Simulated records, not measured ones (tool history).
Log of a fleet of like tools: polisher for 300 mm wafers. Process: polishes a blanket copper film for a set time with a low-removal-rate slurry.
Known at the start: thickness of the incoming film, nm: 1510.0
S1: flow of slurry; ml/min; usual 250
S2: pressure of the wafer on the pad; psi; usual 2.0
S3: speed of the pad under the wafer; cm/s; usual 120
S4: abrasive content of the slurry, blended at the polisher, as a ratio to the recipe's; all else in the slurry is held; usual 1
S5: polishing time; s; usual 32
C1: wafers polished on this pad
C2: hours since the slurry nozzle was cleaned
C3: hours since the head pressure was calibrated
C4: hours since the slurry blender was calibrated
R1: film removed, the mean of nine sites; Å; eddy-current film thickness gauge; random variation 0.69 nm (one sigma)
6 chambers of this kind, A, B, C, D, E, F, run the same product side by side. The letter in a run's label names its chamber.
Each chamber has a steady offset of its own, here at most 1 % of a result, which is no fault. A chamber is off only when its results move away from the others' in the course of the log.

run   hour   S1   S2   S3  S4  S5    C1     C2     C3     C4      R1
       0.7  -- chamber E: slurry nozzle cleaned
 1C    4.0  250  2.0  120   1  32   358  233.3  316.6   78.5  643.32
 2A    7.0  250  2.0  120   1  32   596  233.0  133.9  319.0  644.15
 3E   12.6  250  2.0  120   1  32   264   11.9  390.9  120.9  646.61
      13.1  -- chamber C: slurry blender recalibrated
 4F   15.2  250  2.0  120   1  32   965  100.5   46.7   57.1  657.19
 5D   18.0  250  1.6  160   1  32   373  585.5  708.7   35.4  689.90
 6B   22.0  250  1.6  160   1  32   691  146.7  828.0  220.3  686.37
      23.7  -- chamber D: worn pad replaced by a new one
      26.7  -- chamber F: worn pad replaced by a new one
 7B   27.4  250  1.6  160   1  32   776  152.1  833.4  225.7  679.41
 8D   32.4  250  1.6  160   1  32   137  599.9  723.1   49.8  687.70
      33.6  -- chamber A: slurry blender recalibrated
      34.6  -- chamber A: worn pad replaced by a new one
 9E   37.4  250  1.6  160   1  32   652   36.7  415.7  145.7  696.44
10C   40.3  250  1.6  160   1  32   926  269.6  352.9   27.3  695.62
      44.4  -- chamber E: slurry blender recalibrated
      44.8  -- chamber B: slurry blender recalibrated
11F   45.0  250  2.0  120   1  32   286  130.3   76.5   86.9  655.89
12A   48.8  250  2.0  120   1  32   223  274.8  175.7   15.2  654.95
13D   54.6  250  2.0  120   1  32   484  622.1  745.3   72.0  647.09
14C   60.3  250  2.0  120   1  32  1238  289.6  372.9   47.3  638.14
      61.2  -- chamber D: worn pad replaced by a new one
15F   65.8  250  2.0  120   1  32   611  151.1   97.3  107.7  653.97
      68.7  -- chamber C: worn pad replaced by a new one
16E   68.8  250  2.0  120   1  32  1143   68.1  447.1   24.4  655.75
      70.7  -- chamber B: worn pad replaced by a new one
17B   72.6  250  2.0  108   1  39    29  197.3  878.6   27.8  711.44
18A   77.7  250  2.0  108   1  39   674  303.7  204.6   44.1  708.88
      81.0  -- chamber E: worn pad replaced by a new one
19C   82.8  250  2.0  108   1  39   221  312.1  395.4   69.8  707.38
20A   87.4  250  2.0  108   1  39   826  313.4  214.3   53.8  713.85
      89.0  -- chamber D: worn pad replaced by a new one
21B   90.8  250  2.0  108   1  39   314  215.5  896.8   46.0  702.45
      92.8  -- chamber B: slurry nozzle cleaned
      93.0  -- chamber F: worn pad replaced by a new one
      93.4  -- chamber B: head pressure recalibrated
22E   96.3  250  2.0  108   1  39   240   95.6  474.6   51.9  697.63
23F   99.6  250  2.0  120   1  32   104  184.9  131.1  141.5  649.34
24D  102.9  250  2.0  120   1  32   217  670.4  793.6  120.3  648.61
     104.9  -- chamber A: worn pad replaced by a new one
25F  107.9  250  2.0  120   1  32   233  193.2  139.4  149.8  655.74
26D  112.9  250  2.0  120   1  32   373  680.4  803.6  130.3  651.96
     113.1  -- chamber F: slurry blender recalibrated
27E  117.6  250  2.0  120   1  32   573  116.9  495.9   73.2  646.79
     120.2  -- chamber C: slurry blender recalibrated
     120.4  -- chamber C: slurry nozzle cleaned
28A  122.4  250  2.0  120   1  32   274  348.4  249.3   88.8  647.25
     125.0  -- chamber D: slurry nozzle cleaned
     125.4  -- chamber D: worn pad replaced by a new one
29C  127.2  250  2.0  120   1  32   915    6.9  439.8    7.0  654.38
30B  130.0  250  2.0  120   1  32   927   37.3   36.7   85.2  653.41
31D  133.6  250  2.0  120   1  32   129    8.7  824.3  151.0  656.69
32B  137.9  250  2.0  120   1  32  1050   45.2   44.6   93.1  644.73
     140.1  -- chamber C: worn pad replaced by a new one
33A  141.5  250  2.0  120   1  32   573  367.5  268.4  107.9  640.66
34C  146.7  250  1.5  120   1  32   104   26.4  459.3   26.5  487.84
35F  151.4  250  1.5  120   1  32   913  236.7  182.9   38.3  492.83
36E  154.4  250  1.5  120   1  32  1148  153.7  532.7  110.0  491.18

All 6 chambers run these settings next. Forecast each chamber's results:
37A  158.8  250  2.0  146   1  32                   ?
37B  158.8  250  2.0  146   1  32                   ?
37C  158.8  250  2.0  146   1  32                   ?
37D  158.8  250  2.0  146   1  32                   ?
37E  158.8  250  2.0  146   1  32                   ?
37F  158.8  250  2.0  146   1  32                   ?

run      R1
37A  778.71
37B  788.44
37C  778.10
37D  798.19
37E  782.64
37F  793.91
